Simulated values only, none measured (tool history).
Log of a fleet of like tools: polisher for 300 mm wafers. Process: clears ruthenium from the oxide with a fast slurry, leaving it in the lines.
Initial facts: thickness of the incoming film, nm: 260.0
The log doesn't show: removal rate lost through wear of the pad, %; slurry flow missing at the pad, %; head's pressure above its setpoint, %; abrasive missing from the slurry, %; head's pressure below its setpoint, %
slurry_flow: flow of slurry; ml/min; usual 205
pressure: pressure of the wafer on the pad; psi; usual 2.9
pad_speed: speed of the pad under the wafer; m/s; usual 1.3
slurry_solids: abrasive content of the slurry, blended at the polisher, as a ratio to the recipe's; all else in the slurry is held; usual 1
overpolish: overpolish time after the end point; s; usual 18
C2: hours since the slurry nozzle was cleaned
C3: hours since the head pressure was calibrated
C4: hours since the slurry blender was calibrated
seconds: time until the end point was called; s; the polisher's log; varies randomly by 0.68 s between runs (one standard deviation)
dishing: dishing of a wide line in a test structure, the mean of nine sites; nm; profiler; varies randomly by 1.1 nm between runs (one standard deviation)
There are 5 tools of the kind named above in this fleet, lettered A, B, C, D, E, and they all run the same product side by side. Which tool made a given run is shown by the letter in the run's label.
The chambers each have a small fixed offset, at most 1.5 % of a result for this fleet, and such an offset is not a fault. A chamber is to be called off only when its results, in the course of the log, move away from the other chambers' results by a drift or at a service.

Run 1D, hour 10.1: usual settings; wafers polished on this pad 711; C2 300.0; C3 1186.9; C4 109.4. Result: seconds 45.102 s, dishing 70.240 nm.
At hour 12.0: chamber D: worn pad replaced by a new one.
Run 2E, hour 17.2: usual settings; wafers polished on this pad 452; C2 135.2; C3 176.3; C4 58.0. Result: seconds 44.584 s, dishing 67.556 nm.
Run 3B, hour 22.9: usual settings; wafers polished on this pad 460; C2 33.1; C3 419.9; C4 92.4. Result: seconds 44.829 s, dishing 70.565 nm.
Run 4C, hour 32.0: usual settings; wafers polished on this pad 1266; C2 297.6; C3 295.3; C4 185.6. Result: seconds 44.716 s, dishing 70.603 nm.
At hour 34.3: chamber B: worn pad replaced by a new one.
At hour 37.9: chamber A: worn pad replaced by a new one.
Run 5A, hour 37.9: usual settings; wafers polished on this pad 0; C2 225.6; C3 253.8; C4 241.7. Result: seconds 45.419 s, dishing 68.653 nm.
Run 6E, hour 48.8: usual settings; wafers polished on this pad 773; C2 166.8; C3 207.9; C4 89.6. Result: seconds 43.424 s, dishing 71.725 nm.
At hour 50.8: chamber C: worn pad replaced by a new one.
Run 7B, hour 55.2: usual settings; wafers polished on this pad 213; C2 65.4; C3 452.2; C4 124.7. Result: seconds 42.985 s, dishing 72.071 nm.
Run 8C, hour 64.3: usual settings; wafers polished on this pad 137; C2 329.9; C3 327.6; C4 217.9. Result: seconds 44.863 s, dishing 67.956 nm.
At hour 66.7: chamber A: slurry blender recalibrated.
Run 9A, hour 70.2: usual settings; wafers polished on this pad 328; C2 257.9; C3 286.1; C4 3.5. Result: seconds 43.074 s, dishing 67.705 nm.
Run 10D, hour 77.5: usual settings; wafers polished on this pad 666; C2 367.4; C3 1254.3; C4 176.8. Result: seconds 45.501 s, dishing 68.196 nm.
At hour 77.7: chamber D: worn pad replaced by a new one.
Run 11A, hour 84.9: usual settings; wafers polished on this pad 477; C2 272.6; C3 300.8; C4 18.2. Result: seconds 44.699 s, dishing 69.074 nm.
At hour 86.5: chamber D: slurry blender recalibrated.
At hour 87.3: chamber E: worn pad replaced by a new one.
Run 12D, hour 91.7: usual settings; wafers polished on this pad 143; C2 381.6; C3 1268.5; C4 5.2. Result: seconds 44.823 s, dishing 66.939 nm.
Run 13B, hour 97.1: usual settings; wafers polished on this pad 639; C2 107.3; C3 494.1; C4 166.6. Result: seconds 43.827 s, dishing 69.992 nm.
At hour 98.3: chamber B: worn pad replaced by a new one.
Run 14C, hour 107.3: usual settings; wafers polished on this pad 574; C2 372.9; C3 370.6; C4 260.9. Result: seconds 45.166 s, dishing 67.170 nm.
At hour 113.8: chamber B: head pressure recalibrated.
Run 15E, hour 115.2: usual settings but overpolish 10 s; wafers polished on this pad 283; C2 233.2; C3 274.3; C4 156.0. Result: seconds 44.305 s, dishing 44.204 nm.
Run 16D, hour 120.7: usual settings but overpolish 10 s; wafers polished on this pad 438; C2 410.6; C3 1297.5; C4 34.2. Result: seconds 44.660 s, dishing 43.908 nm.
Run 17C, hour 129.5: usual settings but overpolish 10 s; wafers polished on this pad 799; C2 395.1; C3 392.8; C4 283.1. Result: seconds 44.532 s, dishing 43.392 nm.
At hour 132.9: chamber E: slurry blender recalibrated.
Run 18A, hour 136.0: usual settings but overpolish 10 s; wafers polished on this pad 997; C2 323.7; C3 351.9; C4 69.3. Result: seconds 43.891 s, dishing 44.283 nm.
At hour 137.9: chamber A: worn pad replaced by a new one.
At hour 143.6: chamber D: worn pad replaced by a new one.
Run 19B, hour 143.8: usual settings but overpolish 10 s; wafers polished on this pad 462; C2 154.0; C3 30.1; C4 213.3. Result: seconds 46.370 s, dishing 43.878 nm.
At hour 145.5: chamber C: head pressure recalibrated.
At hour 151.2: chamber B: worn pad replaced by a new one.
At hour 152.8: chamber D: head pressure recalibrated.
Run 20E, hour 153.2: usual settings; wafers polished on this pad 669; C2 271.2; C3 312.3; C4 20.3. Result: seconds 43.814 s, dishing 68.866 nm.
Run 21C, hour 161.1: usual settings; wafers polished on this pad 1121; C2 426.7; C3 15.6; C4 314.7. Result: seconds 45.193 s, dishing 70.259 nm.
Run 22B, hour 167.8: usual settings; wafers polished on this pad 169; C2 178.0; C3 54.1; C4 237.3. Result: seconds 45.539 s, dishing 66.637 nm.
Run 23E, hour 176.5: usual settings; wafers polished on this pad 906; C2 294.5; C3 335.6; C4 43.6. Result: seconds 43.200 s, dishing 71.416 nm.
At hour 182.1: chamber C: worn pad replaced by a new one.
Run 24A, hour 184.4: usual settings but slurry_flow 165 ml/min, pressure 3.5 psi; wafers polished on this pad 473; C2 372.1; C3 400.3; C4 117.7. Result: seconds 38.879 s, dishing 77.286 nm.
At hour 187.4: chamber E: slurry nozzle cleaned.
Run 25D, hour 195.2: usual settings but slurry_flow 165 ml/min, pressure 3.5 psi; wafers polished on this pad 524; C2 485.1; C3 42.5; C4 108.7. Result: seconds 38.387 s, dishing 78.458 nm.
At hour 200.2: chamber E: worn pad replaced by a new one.
Run 26B, hour 202.6: usual settings but slurry_flow 165 ml/min, pressure 3.5 psi; wafers polished on this pad 522; C2 212.8; C3 88.9; C4 272.1. Result: seconds 39.718 s, dishing 73.133 nm.
Run 27E, hour 208.5: usual settings but slurry_flow 165 ml/min, pressure 3.5 psi; wafers polished on this pad 85; C2 21.2; C3 367.6; C4 75.6. Result: seconds 37.672 s, dishing 75.845 nm.
At hour 213.3: chamber D: worn pad replaced by a new one.
At hour 214.6: chamber B: worn pad replaced by a new one.
Run 28D, hour 215.2: usual settings but slurry_flow 165 ml/min, pressure 3.5 psi; wafers polished on this pad 20; C2 505.1; C3 62.5; C4 128.7. Result: seconds 37.053 s, dishing 79.036 nm.
Run 29A, hour 220.7: usual settings; wafers polished on this pad 842; C2 408.4; C3 436.6; C4 154.0. Result: seconds 43.270 s, dishing 71.152 nm.
At hour 221.3: chamber A: worn pad replaced by a new one.
At hour 222.4: chamber C: slurry blender recalibrated.
Run 30C, hour 228.0: usual settings but overpolish 28 s; wafers polished on this pad 467; C2 493.6; C3 82.5; C4 5.6. Result: seconds 45.842 s, dishing 92.030 nm.
Run 31D, hour 234.9: usual settings but overpolish 28 s; wafers polished on this pad 220; C2 524.8; C3 82.2; C4 148.4. Result: seconds 44.278 s, dishing 91.810 nm.
Run 32B, hour 242.3: usual settings but overpolish 28 s; wafers polished on this pad 281; C2 252.5; C3 128.6; C4 311.8. Result: seconds 50.541 s, dishing 86.003 nm.
Run 33E, hour 251.7: usual settings but overpolish 28 s; wafers polished on this pad 524; C2 64.4; C3 410.8; C4 118.8. Result: seconds 43.759 s, dishing 89.784 nm.
Run 34A, hour 262.3: usual settings but overpolish 28 s; wafers polished on this pad 416; C2 450.0; C3 478.2; C4 195.6. Result: seconds 45.311 s, dishing 91.812 nm.
Run 35C, hour 268.7: usual settings; wafers polished on this pad 881; C2 534.3; C3 123.2; C4 46.3. Result: seconds 44.707 s, dishing 68.696 nm.
At hour 269.6: chamber B: worn pad replaced by a new one.
Run 36A, hour 279.2: usual settings; wafers polished on this pad 588; C2 466.9; C3 495.1; C4 212.5. Result: seconds 43.667 s, dishing 69.170 nm.
Run 37E, hour 286.2: usual settings; wafers polished on this pad 874; C2 98.9; C3 445.3; C4 153.3. Result: seconds 44.633 s, dishing 68.416 nm.
Run 38B, hour 296.8: usual settings; wafers polished on this pad 276; C2 307.0; C3 183.1; C4 366.3. Result: seconds 53.050 s, dishing 59.652 nm.
At hour 297.0: chamber C: worn pad replaced by a new one.
Run 39C, hour 307.5: usual settings; wafers polished on this pad 107; C2 573.1; C3 162.0; C4 85.1. Result: seconds 45.276 s, dishing 68.244 nm.

Read the log: is a single chamber off, either drifting away or since a service, is the gauge that measures every chamber drifting, or is nothing wrong beyond small per-chamber offsets? Name any odd chamber and what most likely caused it.

Little by little, chamber B moves away from the other chambers.
Cause: abrasive missing from the slurry, % = 35.3.

Here are 4 candidates for chamber B's next run, each the usual settings with a change, their results left as question marks. Which one brings its results back in line with what the others give on the usual settings?
Maximum distance from the other chambers' mean on the usual settings for a result to count as in line: seconds 2.400 s; dishing 3.900 nm
Run 40B-1, hour 315.3: usual settings but slurry_flow 200 ml/min, pressure 2.4 psi, pad_speed 1.06 m/s, slurry_solids 0.95, overpolish 19 s. Result: seconds ?, dishing ?.
Run 40B-2, hour 315.3: usual settings but pressure 3.2 psi, pad_speed 1.42 m/s, slurry_solids 1.05. Result: seconds ?, dishing ?.
Run 40B-3, hour 315.3: usual settings but slurry_flow 210 ml/min, pressure 3.5 psi, pad_speed 1.58 m/s, slurry_solids 1.10. Result: seconds ?, dishing ?.
Run 40B-4, hour 315.3: usual settings but pressure 2.7 psi, pad_speed 1.18 m/s, slurry_solids 0.95. Result: seconds ?, dishing ?.

What the other chambers average on the usual settings: seconds 44.541 s; dishing 69.200 nm
  run  seconds  dishing
40B-1   84.194   44.660
40B-2   44.551   69.920
40B-3   35.619   81.291
40B-4   67.084   51.391
The answer is 40B-2, which returns the chamber to within the allowed miss of the others.
